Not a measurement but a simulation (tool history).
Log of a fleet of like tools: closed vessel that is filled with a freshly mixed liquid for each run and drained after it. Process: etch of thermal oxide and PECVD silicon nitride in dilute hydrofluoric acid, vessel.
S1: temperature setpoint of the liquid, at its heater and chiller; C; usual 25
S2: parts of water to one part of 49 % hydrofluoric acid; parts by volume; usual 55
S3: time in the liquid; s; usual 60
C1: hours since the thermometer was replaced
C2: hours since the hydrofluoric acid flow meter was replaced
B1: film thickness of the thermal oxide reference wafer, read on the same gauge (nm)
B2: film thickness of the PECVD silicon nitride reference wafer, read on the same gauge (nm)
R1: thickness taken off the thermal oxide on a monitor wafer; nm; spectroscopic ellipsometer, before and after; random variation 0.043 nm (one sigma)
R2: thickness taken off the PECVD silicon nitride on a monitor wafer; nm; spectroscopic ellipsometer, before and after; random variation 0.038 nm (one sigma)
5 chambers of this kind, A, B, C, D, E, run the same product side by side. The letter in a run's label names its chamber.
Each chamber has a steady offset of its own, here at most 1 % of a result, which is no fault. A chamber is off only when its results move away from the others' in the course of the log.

run	hour	S1	S2	S3	C1	C2	B1	B2	R1	R2
1D	13.8	25	55	60	62	175.2	49.977	120.03	5.3912	1.986
2C	25.8	25	55	60	303.6	1403.8	49.988	120	5.3886	1.9779
3B	32.8	25	55	60	60.5	498.7	49.939	120.01	5.3161	2.0161
4A	45.2	25	55	60	862.8	207.4	49.974	119.98	5.2704	1.9623
5E	56	25	55	60	1008.3	221.2	49.965	119.99	5.2973	2.0142
6D	71.6	25	55	60	119.8	233	49.985	120.02	5.3794	2.0099
7B	81.4	25	55	60	109.1	547.3	50.013	119.96	5.3035	1.9186
8E	90	25	55	60	1042.3	255.2	49.993	119.99	5.3814	1.9446
9A	106	25	55	60	923.6	268.2	50.046	119.98	5.3922	1.9548
10C	118.3	25	55	60	396.1	1496.3	49.987	120.03	5.3676	2.0057
11C	130.6	25	55	60	408.4	1508.6	49.985	120.01	5.3993	1.9738
12D	145.3	25	55	60	193.5	306.7	50.003	119.97	5.3826	2.0053
13B	154.7	25	55	60	182.4	620.6	50.002	120.01	5.4625	2.0027
14E	167	25	55	60	1119.3	332.2	50.027	120.03	5.4134	2.0176
15A	179	22.5	30	60	996.6	341.2	50.028	120	9.1901	2.963
16B	186.3	22.5	30	60	214	652.2	50.008	120	9.3728	3.0383
17E	195.2	22.5	30	60	1147.5	360.4	50.03	119.97	9.0516	2.9397
18D	207.3	22.5	30	60	255.5	368.7	50.019	119.97	9.2467	3.0534
19A	214.6	22.5	30	60	1032.2	376.8	50.065	120	9.1843	2.9712
20C	224.5	25	55	60	502.3	1602.5	49.98	120.01	5.3776	1.9668
21D	237.4	25	55	60	285.6	398.8	50.034	120.03	5.3928	1.9734
22C	250.9	25	55	60	528.7	1628.9	49.997	120.01	5.3699	2.0254
23B	259.1	25	55	60	286.8	725	50.016	119.97	5.6101	1.9733
# hour 274.5: chamber A: thermometer replaced
24A	274.6	25	55	60	0.2	436.8	50.005	120.03	5.4059	1.9198
25E	289.8	25	55	60	1242.1	455	50.018	119.96	5.4108	1.8746
26A	297	25	55	60	22.6	459.2	50.042	119.99	5.4013	1.9825
27B	304.9	25	55	60	332.6	770.8	50.012	120.01	5.6717	2.0623
28E	313.1	25	55	60	1265.4	478.3	50.004	120	5.4204	2.0086
29C	328.8	25	70	75	606.6	1706.8	50.05	120.01	5.2365	1.9818
30D	344.5	25	70	75	392.7	505.9	50.04	119.96	5.177	1.9658
31B	360.4	25	70	75	388.1	826.3	50.012	120.02	5.5957	2.1631
32A	376	25	70	75	101.6	538.2	50.047	120.05	5.1134	1.9518
33E	386.3	25	70	75	1338.6	551.5	50.009	119.98	5.2708	1.9545
34C	402.1	25	55	60	679.9	1780.1	50.02	120.02	5.4358	1.9463
35D	414.9	25	55	60	463.1	576.3	49.991	119.95	5.4424	1.9253
36D	422.9	25	55	60	471.1	584.3	49.997	120.02	5.3639	2.0803
37B	438.6	28.5	80	60	466.3	904.5	50.014	119.98	4.4341	1.8661
38E	449.7	28.5	80	60	1402	614.9	49.958	120.02	4.1125	1.7457

What goes on in this fleet: one chamber off, a drifting gauge, or nothing beyond the chambers' own small offsets? Name the chamber and the cause, if any.

Chamber B drifts away from the others.
Cause: hydrofluoric acid flow above the setpoint (%) = 9.27.

Here are 4 candidates for chamber B's next run, each the usual settings with a change, their results left as question marks. Which one brings its results back in line with what the others give on the usual settings?
In line means no further than this from the other chambers' mean on the usual settings: R1 0.15 nm; R2 0.13 nm
39B-1	461.2	25	55	65					?	?
39B-2	461.2	24.5	60	55					?	?
39B-3	461.2	25	55	55					?	?
39B-4	461.2	25.5	50	65					?	?

The other chambers' mean on the usual settings: R1 5.3775 nm; R2 1.9748 nm
run	R1	R2
39B-1	6.3999	2.3299
39B-2	4.8314	1.7492
39B-3	5.4153	1.9714
39B-4	7.2322	2.6464
39B-3 brings the chamber back in line.
